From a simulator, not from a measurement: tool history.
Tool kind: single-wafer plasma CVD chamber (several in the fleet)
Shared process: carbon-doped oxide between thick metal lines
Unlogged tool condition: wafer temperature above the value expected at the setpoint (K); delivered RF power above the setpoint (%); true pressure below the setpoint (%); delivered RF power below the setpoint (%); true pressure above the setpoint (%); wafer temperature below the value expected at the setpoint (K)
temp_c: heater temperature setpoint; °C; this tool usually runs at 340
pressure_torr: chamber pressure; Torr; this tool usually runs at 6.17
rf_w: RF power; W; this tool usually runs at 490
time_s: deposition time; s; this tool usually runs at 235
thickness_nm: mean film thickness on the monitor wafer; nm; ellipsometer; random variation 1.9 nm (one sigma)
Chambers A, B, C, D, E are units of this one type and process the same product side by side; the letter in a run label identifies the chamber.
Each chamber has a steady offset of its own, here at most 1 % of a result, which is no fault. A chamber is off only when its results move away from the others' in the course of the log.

| run | hour | temp_c | pressure_torr | rf_w | time_s | hours since the last thermocouple change | hours since the last RF generator calibration | hours since the last manometer calibration | read-back reference wafer on the same gauge, thickness_nm | thickness_nm |
|---|---|---|---|---|---|---|---|---|---|---|
| 1C | 10.5 | 340 | 6.17 | 490 | 235 | 537.7 | 1170.4 | 2225.7 | 990.16 | 1234.8 |
| 2D | 20.5 | 340 | 6.17 | 490 | 235 | 92 | 306.2 | 1460.4 | 990 | 1232.6 |
| 3A | 26.3 | 340 | 6.17 | 490 | 235 | 390.9 | 1219 | 1266.8 | 990.53 | 1232.5 |
| 4B | 34.6 | 340 | 6.17 | 490 | 235 | 1270.3 | 2149.7 | 376 | 990.92 | 1238.3 |
| 5E | 41.6 | 340 | 6.17 | 490 | 235 | 645.1 | 322.2 | 74 | 991.28 | 1235.5 |
| 6E | 49.1 | 340 | 6.17 | 490 | 235 | 652.6 | 329.7 | 81.5 | 991.3 | 1234 |
| 7C | 58.6 | 340 | 6.17 | 490 | 235 | 585.8 | 1218.5 | 2273.8 | 991.36 | 1239.2 |
| 8B | 64.5 | 340 | 6.17 | 490 | 235 | 1300.2 | 2179.6 | 405.9 | 991.24 | 1239.2 |
| 9A | 75.8 | 340 | 6.17 | 490 | 235 | 440.4 | 1268.5 | 1316.3 | 991.41 | 1234.5 |
| 10D | 82 | 350 | 6.17 | 490 | 235 | 153.5 | 367.7 | 1521.9 | 991.74 | 1201.5 |
| 11E | 89.3 | 350 | 6.17 | 490 | 235 | 692.8 | 369.9 | 121.7 | 991.97 | 1203.2 |
| 12C | 98.6 | 350 | 6.17 | 490 | 235 | 625.8 | 1258.5 | 2313.8 | 992.04 | 1205.8 |
| 13B | 103.6 | 350 | 6.17 | 490 | 235 | 1339.3 | 2218.7 | 445 | 992.26 | 1209.1 |
| 14A | 114.7 | 350 | 6.17 | 490 | 235 | 479.3 | 1307.4 | 1355.2 | 992.52 | 1200.2 |
| 15D | 124.4 | 340 | 6.17 | 490 | 235 | 195.9 | 410.1 | 1564.3 | 992.46 | 1233.5 |
| 16C | 135.2 | 340 | 6.17 | 490 | 235 | 662.4 | 1295.1 | 2350.4 | 992.64 | 1235.4 |
| 17A | 144.7 | 340 | 6.17 | 490 | 235 | 509.3 | 1337.4 | 1385.2 | 992.96 | 1233.5 |
| 18D | 155.7 | 340 | 6.17 | 490 | 235 | 227.2 | 441.4 | 1595.6 | 993.14 | 1236 |
| 19B | 163.9 | 340 | 6.17 | 490 | 235 | 1399.6 | 2279 | 505.3 | 993.46 | 1243.9 |
| 20E | 172.7 | 340 | 6.17 | 490 | 235 | 776.2 | 453.3 | 205.1 | 993.75 | 1237 |
|  | 181 | chamber D: capacitance manometer re-zeroed and calibrated |
| 21C | 183.7 | 340 | 6.17 | 490 | 235 | 710.9 | 1343.6 | 2398.9 | 993.91 | 1238.5 |
| 22E | 191.9 | 340 | 6.17 | 490 | 235 | 795.4 | 472.5 | 224.3 | 993.69 | 1242.1 |
| 23A | 202.8 | 340 | 6.17 | 490 | 235 | 567.4 | 1395.5 | 1443.3 | 993.93 | 1239.8 |
| 24D | 212.3 | 340 | 6.17 | 490 | 235 | 283.8 | 498 | 31.4 | 994.44 | 1235 |
|  | 213.9 | chamber A: capacitance manometer re-zeroed and calibrated |
| 25B | 221 | 340 | 6.17 | 490 | 235 | 1456.7 | 2336.1 | 562.4 | 994.34 | 1241.6 |
| 26A | 231.6 | 340 | 6.17 | 490 | 235 | 596.2 | 1424.3 | 17.7 | 994.82 | 1237 |
| 27C | 243 | 340 | 6.17 | 490 | 235 | 770.2 | 1402.9 | 2458.2 | 995.03 | 1242.1 |
| 28B | 254.1 | 340 | 6.17 | 490 | 235 | 1489.8 | 2369.2 | 595.5 | 995.25 | 1246.2 |
| 29D | 263.5 | 340 | 6.17 | 490 | 235 | 335 | 549.2 | 82.6 | 995.11 | 1238.9 |
| 30E | 270.5 | 340 | 6.17 | 490 | 235 | 874 | 551.1 | 302.9 | 995.18 | 1241.7 |
| 31D | 279.3 | 340 | 6.17 | 490 | 235 | 350.8 | 565 | 98.4 | 995.62 | 1238.6 |
| 32C | 288.6 | 340 | 6.17 | 450 | 249 | 815.8 | 1448.5 | 2503.8 | 995.4 | 1247.3 |
| 33A | 299.5 | 340 | 6.17 | 450 | 249 | 664.1 | 1492.2 | 85.6 | 995.85 | 1244.9 |
| 34E | 308.5 | 340 | 6.17 | 450 | 249 | 912 | 589.1 | 340.9 | 996.34 | 1244 |

Does one chamber stand apart from the rest, does the shared gauge drift, or is all well apart from small per-chamber offsets? Give the chamber and the most likely cause, where there is one.

Every chamber seems to shift together because the gauge that measures them all drifts; the chambers themselves are fine.
Most likely cause: gauge reads high (%) = 0.648.

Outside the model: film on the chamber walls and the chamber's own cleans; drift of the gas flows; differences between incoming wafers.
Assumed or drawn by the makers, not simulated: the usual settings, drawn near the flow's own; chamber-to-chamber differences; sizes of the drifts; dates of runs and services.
